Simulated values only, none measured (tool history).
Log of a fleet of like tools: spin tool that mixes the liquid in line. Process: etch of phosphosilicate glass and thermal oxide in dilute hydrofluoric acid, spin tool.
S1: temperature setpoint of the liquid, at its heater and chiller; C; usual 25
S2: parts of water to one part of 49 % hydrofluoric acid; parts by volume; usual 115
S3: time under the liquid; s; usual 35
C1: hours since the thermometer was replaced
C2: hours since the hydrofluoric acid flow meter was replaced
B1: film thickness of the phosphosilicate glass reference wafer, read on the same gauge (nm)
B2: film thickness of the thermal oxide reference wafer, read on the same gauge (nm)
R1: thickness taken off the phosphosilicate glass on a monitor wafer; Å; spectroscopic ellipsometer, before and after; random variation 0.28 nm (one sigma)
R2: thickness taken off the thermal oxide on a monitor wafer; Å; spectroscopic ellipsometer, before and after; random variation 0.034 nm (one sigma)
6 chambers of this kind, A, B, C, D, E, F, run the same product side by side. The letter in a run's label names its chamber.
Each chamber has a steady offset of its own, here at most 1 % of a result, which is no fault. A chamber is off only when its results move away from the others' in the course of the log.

run,hour,S1,S2,S3,C1,C2,B1,B2,R1,R2
1D,2.1,25,115,35,691,441,49.988,119.99,295.66,14.782
2A,5.9,25,115,35,685.9,964.4,50.008,120.01,293.79,14.297
3C,7.9,25,115,35,1796.8,142,49.991,120,291.34,14.809
4E,10.5,25,115,35,1267.4,373,50.015,120.01,297.09,13.635
5F,13.9,25,115,35,61.1,154.9,49.958,120,290.9,14.314
6B,17.7,25,115,35,1075.2,1722.4,50.029,119.98,289.62,15.065
7A,20.5,25,115,35,700.5,979,50.005,120,288.4,14.638
8D,23.6,25,115,35,712.5,462.5,49.995,119.98,293.7,13.95
9E,26.2,25,115,25,1283.1,388.7,49.987,120.01,213.11,10.328
10C,29.1,25,115,25,1818,163.2,50.022,120.01,212.46,10.389
11F,33.1,25,115,25,80.3,174.1,49.981,119.97,209.47,10.575
12B,36.9,25,115,25,1094.4,1741.6,50.015,119.99,205.74,10.476
13F,39.6,25,115,25,86.8,180.6,50.022,119.99,208.82,10.978
14C,42.6,25,115,25,1831.5,176.7,50.01,119.98,209.69,10.625
15A,46.2,25,115,35,726.2,1004.7,50.021,119.99,291.49,14.138
16B,50.5,25,95,20,1108,1755.2,49.978,120,208.07,10.244
17E,54.6,25,95,20,1311.5,417.1,49.982,119.99,211.8,10.389
18D,57.2,25,95,20,746.1,496.1,50.013,120.01,206.8,10.695
# hour 59.1: chamber D: thermometer replaced
19F,59.8,25,95,20,107,200.8,50.02,119.99,210.44,10.508
20B,63.3,25,95,20,1120.8,1768,50.032,119.99,206.38,9.9606
21D,66,25,95,20,6.9,504.9,50.018,120,208.57,10.359
22A,70,25,115,35,750,1028.5,50.033,119.99,294.7,14.398
23E,72.8,25,115,35,1329.7,435.3,49.958,120,294.22,14.421
24C,77,25,75,35,1865.9,211.1,49.971,120,478.62,23.157
25C,79.4,25,75,35,1868.3,213.5,50.004,120.01,474.76,22.335
26B,81.4,25,75,35,1138.9,1786.1,50.013,120.01,474.65,23.635
27A,83.4,25,75,35,763.4,1041.9,50.007,120.02,472.62,22.474
28D,85.5,25,75,35,26.4,524.4,49.992,120,484.6,23.316
29F,88.5,25,75,35,135.7,229.5,50.034,119.99,479.38,23.753
30E,92.5,25,115,35,1349.4,455,50.05,119.99,294.77,14.551
31C,94.6,25,115,35,1883.5,228.7,49.988,120.02,292.26,14.677
# hour 94.7: chamber C: thermometer replaced
32A,97.7,25,115,35,777.7,1056.2,49.991,120,290.24,14.696
33D,101.9,25,115,35,42.8,540.8,50.012,120,294.23,14.57
34B,104.8,25,115,35,1162.3,1809.5,50.005,120,291.24,14.716
35F,108.4,25,115,35,155.6,249.4,49.971,119.98,294.54,14.625
36E,111.5,25,115,35,1368.4,474,49.998,119.99,298.03,14.54
37B,115.4,21,115,25,1172.9,1820.1,49.976,119.99,177.97,9.1269
38A,119.5,21,115,25,799.5,1078,50.042,119.99,180.22,9.0175
39F,121.5,21,115,25,168.7,262.5,49.975,120.01,179.53,9.1377
40C,123.6,21,115,25,28.9,257.7,50.019,120,182.14,9.1129
41D,127.6,21,115,25,68.5,566.5,49.986,120.02,179.32,8.8445
42E,130.9,21,115,25,1387.8,493.4,49.997,120,182,8.9651
43D,134.6,25,115,35,75.5,573.5,50.001,119.98,293.34,14.805
44F,137.6,25,115,35,184.8,278.6,50.056,119.99,295.35,15.4

What goes on in this fleet: one chamber off, a drifting gauge, or nothing beyond the chambers' own small offsets? Name the chamber and the cause, if any.

No chamber stands off beyond its own small offset, and the gauge holds steady.
